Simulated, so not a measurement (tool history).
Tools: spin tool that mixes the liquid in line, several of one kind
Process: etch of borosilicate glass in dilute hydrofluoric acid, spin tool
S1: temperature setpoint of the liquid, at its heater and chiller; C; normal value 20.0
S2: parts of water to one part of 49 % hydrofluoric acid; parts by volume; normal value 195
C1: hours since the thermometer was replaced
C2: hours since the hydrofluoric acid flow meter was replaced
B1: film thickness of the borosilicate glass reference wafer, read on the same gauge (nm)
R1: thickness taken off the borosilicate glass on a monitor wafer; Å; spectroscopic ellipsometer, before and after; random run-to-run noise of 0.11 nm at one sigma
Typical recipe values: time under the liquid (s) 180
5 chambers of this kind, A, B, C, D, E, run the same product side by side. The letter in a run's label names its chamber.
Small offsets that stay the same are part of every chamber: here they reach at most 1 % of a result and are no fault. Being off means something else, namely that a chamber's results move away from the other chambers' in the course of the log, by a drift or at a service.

At hour 3.7: chamber D: hydrofluoric acid flow meter replaced.
Run 1D, hour 4.4: usual settings; C1 1091.5; C2 0.7; B1 89.972. Result: R1 153.060 Å.
Run 2A, hour 6.7: usual settings; C1 159.3; C2 196.3; B1 90.036. Result: R1 153.980 Å.
Run 3B, hour 11.2: usual settings; C1 652.3; C2 12.0; B1 90.017. Result: R1 153.100 Å.
Run 4E, hour 13.6: usual settings; C1 1410.6; C2 643.7; B1 90.010. Result: R1 153.460 Å.
Run 5C, hour 16.6: usual settings; C1 982.7; C2 1106.8; B1 90.017. Result: R1 153.350 Å.
Run 6B, hour 21.1: usual settings; C1 662.2; C2 21.9; B1 90.000. Result: R1 154.080 Å.
Run 7A, hour 23.6: usual settings; C1 176.2; C2 213.2; B1 90.009. Result: R1 154.130 Å.
Run 8E, hour 27.5: usual settings; C1 1424.5; C2 657.6; B1 90.017. Result: R1 155.040 Å.
Run 9D, hour 31.9: usual settings; C1 1119.0; C2 28.2; B1 90.012. Result: R1 153.910 Å.
Run 10C, hour 36.0: usual settings; C1 1002.1; C2 1126.2; B1 90.000. Result: R1 155.280 Å.
Run 11A, hour 38.8: usual settings; C1 191.4; C2 228.4; B1 90.008. Result: R1 154.240 Å.
Run 12D, hour 43.6: usual settings but S1 18.0 C, time under the liquid (s) 75; C1 1130.7; C2 39.9; B1 89.976. Result: R1 59.869 Å.
Run 13B, hour 46.1: usual settings but S1 18.0 C, time under the liquid (s) 75; C1 687.2; C2 46.9; B1 90.020. Result: R1 58.701 Å.
Run 14C, hour 48.9: usual settings but S1 18.0 C, time under the liquid (s) 75; C1 1015.0; C2 1139.1; B1 90.012. Result: R1 59.024 Å.
Run 15E, hour 51.9: usual settings but S1 18.0 C, time under the liquid (s) 75; C1 1448.9; C2 682.0; B1 90.005. Result: R1 60.986 Å.
Run 16A, hour 54.6: usual settings but S1 18.0 C, time under the liquid (s) 75; C1 207.2; C2 244.2; B1 90.007. Result: R1 59.911 Å.
Run 17D, hour 58.7: usual settings but S1 24.5 C; C1 1145.8; C2 55.0; B1 89.996. Result: R1 182.370 Å.
Run 18B, hour 62.8: usual settings but S1 24.5 C; C1 703.9; C2 63.6; B1 89.987. Result: R1 185.360 Å.
Run 19C, hour 67.0: usual settings but S1 24.5 C; C1 1033.1; C2 1157.2; B1 90.001. Result: R1 183.760 Å.
Run 20E, hour 70.2: usual settings but S1 24.5 C; C1 1467.2; C2 700.3; B1 90.015. Result: R1 189.940 Å.
Run 21A, hour 72.9: usual settings but S1 24.5 C; C1 225.5; C2 262.5; B1 90.000. Result: R1 183.940 Å.
Run 22C, hour 77.4: usual settings; C1 1043.5; C2 1167.6; B1 90.003. Result: R1 156.090 Å.
Run 23D, hour 80.6: usual settings; C1 1167.7; C2 76.9; B1 89.983. Result: R1 153.310 Å.
Run 24E, hour 84.2: usual settings but time under the liquid (s) 110; C1 1481.2; C2 714.3; B1 90.015. Result: R1 97.917 Å.
Run 25B, hour 86.4: usual settings but time under the liquid (s) 110; C1 727.5; C2 87.2; B1 89.998. Result: R1 94.353 Å.
Run 26C, hour 89.1: usual settings but time under the liquid (s) 110; C1 1055.2; C2 1179.3; B1 90.009. Result: R1 94.854 Å.
Run 27E, hour 93.0: usual settings but time under the liquid (s) 110; C1 1490.0; C2 723.1; B1 90.006. Result: R1 101.180 Å.
Run 28B, hour 98.2: usual settings but time under the liquid (s) 110; C1 739.3; C2 99.0; B1 89.986. Result: R1 93.447 Å.
Run 29A, hour 100.7: usual settings; C1 253.3; C2 290.3; B1 89.993. Result: R1 152.840 Å.
Run 30D, hour 105.3: usual settings; C1 1192.4; C2 101.6; B1 89.997. Result: R1 156.140 Å.
Run 31C, hour 109.2: usual settings; C1 1075.3; C2 1199.4; B1 90.003. Result: R1 154.830 Å.
Run 32A, hour 111.5: usual settings; C1 264.1; C2 301.1; B1 89.997. Result: R1 153.080 Å.
Run 33D, hour 116.6: usual settings; C1 1203.7; C2 112.9; B1 89.976. Result: R1 155.020 Å.
Run 34B, hour 119.8: usual settings but S1 24.0 C, S2 135 parts by volume; C1 760.9; C2 120.6; B1 89.994. Result: R1 274.220 Å.

For the next run the whole fleet of 5 chambers uses the same settings. Give each chamber's results:
Run 35A, hour 123.5: usual settings but S1 22.0 C. Result: R1 ?.
Run 35B, hour 123.5: usual settings but S1 22.0 C. Result: R1 ?.
Run 35C, hour 123.5: usual settings but S1 22.0 C. Result: R1 ?.
Run 35D, hour 123.5: usual settings but S1 22.0 C. Result: R1 ?.
Run 35E, hour 123.5: usual settings but S1 22.0 C. Result: R1 ?.

run       R1
35A  166.000
35B  168.780
35C  168.950
35D  165.190
35E  183.580
